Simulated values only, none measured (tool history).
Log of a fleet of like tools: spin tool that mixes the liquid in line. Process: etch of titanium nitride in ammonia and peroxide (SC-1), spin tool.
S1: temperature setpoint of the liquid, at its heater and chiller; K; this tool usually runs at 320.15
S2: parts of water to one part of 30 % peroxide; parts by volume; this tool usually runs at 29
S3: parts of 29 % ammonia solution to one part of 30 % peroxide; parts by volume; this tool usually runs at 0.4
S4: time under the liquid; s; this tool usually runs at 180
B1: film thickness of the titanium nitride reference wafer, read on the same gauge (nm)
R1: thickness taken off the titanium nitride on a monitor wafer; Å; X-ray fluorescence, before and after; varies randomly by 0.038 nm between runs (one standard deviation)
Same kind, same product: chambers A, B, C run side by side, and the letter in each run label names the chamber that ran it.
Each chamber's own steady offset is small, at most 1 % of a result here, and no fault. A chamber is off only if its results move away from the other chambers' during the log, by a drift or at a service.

run 1A hour=5.2 | S1=320.15 S2=29 S3=0.4 S4=180 | B1=70.052 | R1=31.103
run 2C hour=9.8 | S1=320.15 S2=29 S3=0.4 S4=180 | B1=69.997 | R1=31.203
run 3B hour=13.4 | S1=320.15 S2=29 S3=0.4 S4=180 | B1=69.99 | R1=31.258
run 4B hour=18 | S1=320.15 S2=29 S3=0.4 S4=180 | B1=70.009 | R1=31.049
run 5A hour=21.9 | S1=320.15 S2=29 S3=0.4 S4=180 | B1=70.015 | R1=31.242
run 6C hour=25 | S1=320.15 S2=29 S3=0.4 S4=180 | B1=70.019 | R1=31.203
run 7C hour=28.8 | S1=320.15 S2=29 S3=0.4 S4=180 | B1=70.005 | R1=31.437
run 8B hour=33.4 | S1=320.15 S2=29 S3=0.4 S4=180 | B1=70.008 | R1=31.769
run 9A hour=38 | S1=320.15 S2=29 S3=0.4 S4=180 | B1=70.002 | R1=31.102
run 10C hour=41.8 | S1=320.15 S2=29 S3=0.4 S4=180 | B1=70.002 | R1=30.828
-- hour=42.3 chamber C: thermometer replaced
run 11A hour=46.6 | S1=320.15 S2=29 S3=0.4 S4=180 | B1=70.005 | R1=30.783
run 12B hour=51.9 | S1=320.15 S2=29 S3=0.4 S4=180 | B1=69.981 | R1=31.242
run 13C hour=54.8 | S1=315.15 S2=21 S3=0.4 S4=180 | B1=70.024 | R1=25.842
run 14B hour=59.5 | S1=315.15 S2=21 S3=0.4 S4=180 | B1=70.016 | R1=26.203
run 15A hour=64 | S1=315.15 S2=21 S3=0.4 S4=180 | B1=70.008 | R1=26.411
run 16A hour=66.7 | S1=320.15 S2=29 S3=0.4 S4=180 | B1=70.031 | R1=31.438
run 17B hour=70.2 | S1=320.15 S2=29 S3=0.4 S4=180 | B1=70.009 | R1=30.617
run 18C hour=73.5 | S1=320.15 S2=29 S3=0.4 S4=180 | B1=69.994 | R1=31.09
run 19C hour=77.3 | S1=320.15 S2=29 S3=0.4 S4=180 | B1=70.002 | R1=31.416
run 20B hour=81.5 | S1=320.15 S2=29 S3=0.4 S4=180 | B1=69.985 | R1=31.066
run 21A hour=84.4 | S1=320.15 S2=29 S3=0.4 S4=180 | B1=70 | R1=32.046
run 22C hour=88 | S1=320.15 S2=29 S3=0.4 S4=180 | B1=70.016 | R1=30.5
-- hour=91.4 chamber C: new drum of ammonia solution connected
run 23A hour=92.3 | S1=320.15 S2=29 S3=0.4 S4=275 | B1=70.016 | R1=47.577
run 24B hour=96.2 | S1=320.15 S2=29 S3=0.4 S4=275 | B1=70.005 | R1=46.515
run 25C hour=98.8 | S1=320.15 S2=29 S3=0.4 S4=275 | B1=70.014 | R1=47.785
run 26A hour=102.9 | S1=320.15 S2=29 S3=0.4 S4=180 | B1=70.036 | R1=31.517
run 27B hour=107.1 | S1=320.15 S2=29 S3=0.4 S4=180 | B1=69.99 | R1=31.252
run 28C hour=111.8 | S1=320.15 S2=29 S3=0.4 S4=135 | B1=69.972 | R1=23.216
run 29A hour=117.1 | S1=320.15 S2=29 S3=0.4 S4=135 | B1=69.983 | R1=23.192
run 30B hour=120 | S1=320.15 S2=29 S3=0.4 S4=135 | B1=70.032 | R1=22.738
-- hour=121.6 chamber C: ammonia flow meter replaced
run 31B hour=123.6 | S1=320.15 S2=29 S3=0.4 S4=180 | B1=70.042 | R1=31.223
run 32C hour=128.7 | S1=320.15 S2=29 S3=0.4 S4=180 | B1=70.016 | R1=31.054
run 33A hour=133.7 | S1=320.15 S2=29 S3=0.4 S4=180 | B1=70.033 | R1=31.616
run 34C hour=136.9 | S1=320.15 S2=29 S3=0.4 S4=180 | B1=70.044 | R1=30.971
run 35B hour=139.6 | S1=320.15 S2=29 S3=0.4 S4=180 | B1=69.985 | R1=30.552
run 36A hour=144.9 | S1=320.15 S2=29 S3=0.4 S4=180 | B1=70.004 | R1=30.651
run 37A hour=149.9 | S1=320.15 S2=29 S3=0.4 S4=180 | B1=69.99 | R1=30.96
run 38C hour=152.4 | S1=320.15 S2=29 S3=0.4 S4=180 | B1=70.026 | R1=31.744
run 39B hour=154.7 | S1=320.15 S2=29 S3=0.4 S4=180 | B1=70.02 | R1=30.85
run 40C hour=159.9 | S1=323.65 S2=29 S3=0.2 S4=180 | B1=69.974 | R1=34.047
run 41B hour=163.6 | S1=323.65 S2=29 S3=0.2 S4=180 | B1=70.02 | R1=35.533
run 42A hour=168.4 | S1=323.65 S2=29 S3=0.2 S4=180 | B1=70.068 | R1=35.381
run 43C hour=172.4 | S1=320.15 S2=29 S3=0.4 S4=180 | B1=69.959 | R1=31.198

Each of the 3 chambers runs these same settings next. Fill in every chamber's results:
run 44A hour=176.3 | S1=320.15 S2=29 S3=0.4 S4=180 | R1=?
run 44B hour=176.3 | S1=320.15 S2=29 S3=0.4 S4=180 | R1=?
run 44C hour=176.3 | S1=320.15 S2=29 S3=0.4 S4=180 | R1=?

run=44A R1=31.569
run=44B R1=30.762
run=44C R1=30.876

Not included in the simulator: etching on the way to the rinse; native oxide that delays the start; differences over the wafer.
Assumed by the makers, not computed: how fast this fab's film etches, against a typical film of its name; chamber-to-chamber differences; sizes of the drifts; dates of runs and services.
